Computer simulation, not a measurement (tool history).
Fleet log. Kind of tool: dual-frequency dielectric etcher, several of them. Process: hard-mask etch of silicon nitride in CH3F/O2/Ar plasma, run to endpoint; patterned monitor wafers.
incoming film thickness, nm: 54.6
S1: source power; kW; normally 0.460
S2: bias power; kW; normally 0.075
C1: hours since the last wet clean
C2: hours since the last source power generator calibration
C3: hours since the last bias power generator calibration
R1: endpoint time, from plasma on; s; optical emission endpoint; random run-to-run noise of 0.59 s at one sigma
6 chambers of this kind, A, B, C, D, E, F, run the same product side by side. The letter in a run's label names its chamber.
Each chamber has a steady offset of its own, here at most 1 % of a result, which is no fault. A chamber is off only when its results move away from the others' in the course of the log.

run 1E day=0.329 | S1=0.460 S2=0.075 | C1=585.2 C2=780.1 C3=2730.3 | R1=73.302
run 2F day=0.721 | S1=0.460 S2=0.075 | C1=317.9 C2=998.2 C3=2506.8 | R1=75.045
run 3C day=1.150 | S1=0.460 S2=0.075 | C1=91.2 C2=773.1 C3=622.4 | R1=74.191
-- day=1.167 chamber B: wet clean of the chamber
run 4D day=1.412 | S1=0.460 S2=0.075 | C1=376.9 C2=2982.6 C3=1134.5 | R1=73.599
-- day=1.417 chamber E: wet clean of the chamber
run 5B day=1.746 | S1=0.350 S2=0.089 | C1=13.9 C2=2668.0 C3=1052.7 | R1=77.021
run 6A day=2.200 | S1=0.350 S2=0.089 | C1=232.6 C2=3827.8 C3=1578.2 | R1=77.060
run 7F day=2.567 | S1=0.350 S2=0.089 | C1=362.2 C2=1042.5 C3=2551.1 | R1=77.913
run 8C day=2.896 | S1=0.350 S2=0.089 | C1=133.1 C2=815.0 C3=664.3 | R1=76.489
run 9E day=3.342 | S1=0.350 S2=0.089 | C1=46.3 C2=852.4 C3=2802.6 | R1=76.780
run 10D day=3.708 | S1=0.350 S2=0.089 | C1=432.0 C2=3037.7 C3=1189.6 | R1=76.983
-- day=3.788 chamber F: wet clean of the chamber
run 11B day=4.067 | S1=0.460 S2=0.075 | C1=69.6 C2=2723.7 C3=1108.4 | R1=74.202
run 12A day=4.388 | S1=0.460 S2=0.075 | C1=285.1 C2=3880.3 C3=1630.7 | R1=74.064
run 13A day=4.775 | S1=0.460 S2=0.087 | C1=294.4 C2=3889.6 C3=1640.0 | R1=70.598
run 14D day=4.983 | S1=0.460 S2=0.087 | C1=462.6 C2=3068.3 C3=1220.2 | R1=69.676
run 15C day=5.271 | S1=0.460 S2=0.087 | C1=190.1 C2=872.0 C3=721.3 | R1=69.546
run 16B day=5.504 | S1=0.460 S2=0.087 | C1=104.1 C2=2758.2 C3=1142.9 | R1=70.676
run 17E day=5.779 | S1=0.460 S2=0.087 | C1=104.8 C2=910.9 C3=2861.1 | R1=70.009
run 18F day=5.988 | S1=0.460 S2=0.087 | C1=52.8 C2=1124.6 C3=2633.2 | R1=70.199
-- day=6.196 chamber D: wet clean of the chamber
run 19A day=6.279 | S1=0.460 S2=0.075 | C1=330.5 C2=3925.7 C3=1676.1 | R1=74.558
run 20F day=6.617 | S1=0.460 S2=0.075 | C1=67.9 C2=1139.7 C3=2648.3 | R1=74.019
run 21D day=6.908 | S1=0.460 S2=0.075 | C1=17.2 C2=3114.5 C3=1266.4 | R1=74.271
run 22C day=7.183 | S1=0.460 S2=0.075 | C1=236.0 C2=917.9 C3=767.2 | R1=73.064
run 23E day=7.500 | S1=0.460 S2=0.075 | C1=146.1 C2=952.2 C3=2902.4 | R1=73.898
run 24B day=7.792 | S1=0.460 S2=0.075 | C1=159.0 C2=2813.1 C3=1197.8 | R1=74.257
run 25E day=8.004 | S1=0.460 S2=0.075 | C1=158.2 C2=964.3 C3=2914.5 | R1=74.134
run 26F day=8.333 | S1=0.460 S2=0.075 | C1=109.1 C2=1180.9 C3=2689.5 | R1=73.661
run 27A day=8.683 | S1=0.460 S2=0.075 | C1=388.2 C2=3983.4 C3=1733.8 | R1=73.455
run 28B day=8.954 | S1=0.460 S2=0.075 | C1=186.9 C2=2841.0 C3=1225.7 | R1=73.531
run 29D day=9.425 | S1=0.460 S2=0.075 | C1=77.6 C2=3174.9 C3=1326.8 | R1=74.272
run 30C day=9.650 | S1=0.460 S2=0.075 | C1=295.2 C2=977.1 C3=826.4 | R1=72.995
run 31A day=9.904 | S1=0.460 S2=0.075 | C1=417.5 C2=4012.7 C3=1763.1 | R1=72.983
run 32C day=10.200 | S1=0.460 S2=0.075 | C1=308.4 C2=990.3 C3=839.6 | R1=74.150
run 33F day=10.646 | S1=0.460 S2=0.075 | C1=164.6 C2=1236.4 C3=2745.0 | R1=74.793
run 34E day=10.958 | S1=0.460 S2=0.075 | C1=229.1 C2=1035.2 C3=2985.4 | R1=73.182
run 35D day=11.400 | S1=0.460 S2=0.075 | C1=125.0 C2=3222.3 C3=1374.2 | R1=73.024
run 36B day=11.729 | S1=0.460 S2=0.057 | C1=253.5 C2=2907.6 C3=1292.3 | R1=80.893
run 37D day=12.029 | S1=0.460 S2=0.057 | C1=140.1 C2=3237.4 C3=1389.3 | R1=80.832
run 38B day=12.358 | S1=0.460 S2=0.057 | C1=268.6 C2=2922.7 C3=1307.4 | R1=81.396
run 39A day=12.600 | S1=0.460 S2=0.057 | C1=482.2 C2=4077.4 C3=1827.8 | R1=82.007
run 40F day=12.879 | S1=0.460 S2=0.057 | C1=218.2 C2=1290.0 C3=2798.6 | R1=81.754
run 41E day=13.208 | S1=0.460 S2=0.057 | C1=283.1 C2=1089.2 C3=3039.4 | R1=80.389
run 42C day=13.504 | S1=0.460 S2=0.075 | C1=387.7 C2=1069.6 C3=918.9 | R1=72.895

One chamber off, gauge drift, or nothing amiss beyond the chambers' own small offsets? If it is a chamber, which one, and what is the likeliest cause?

Neither any chamber nor the gauge drifts; the chambers differ only by their own small, steady offsets.

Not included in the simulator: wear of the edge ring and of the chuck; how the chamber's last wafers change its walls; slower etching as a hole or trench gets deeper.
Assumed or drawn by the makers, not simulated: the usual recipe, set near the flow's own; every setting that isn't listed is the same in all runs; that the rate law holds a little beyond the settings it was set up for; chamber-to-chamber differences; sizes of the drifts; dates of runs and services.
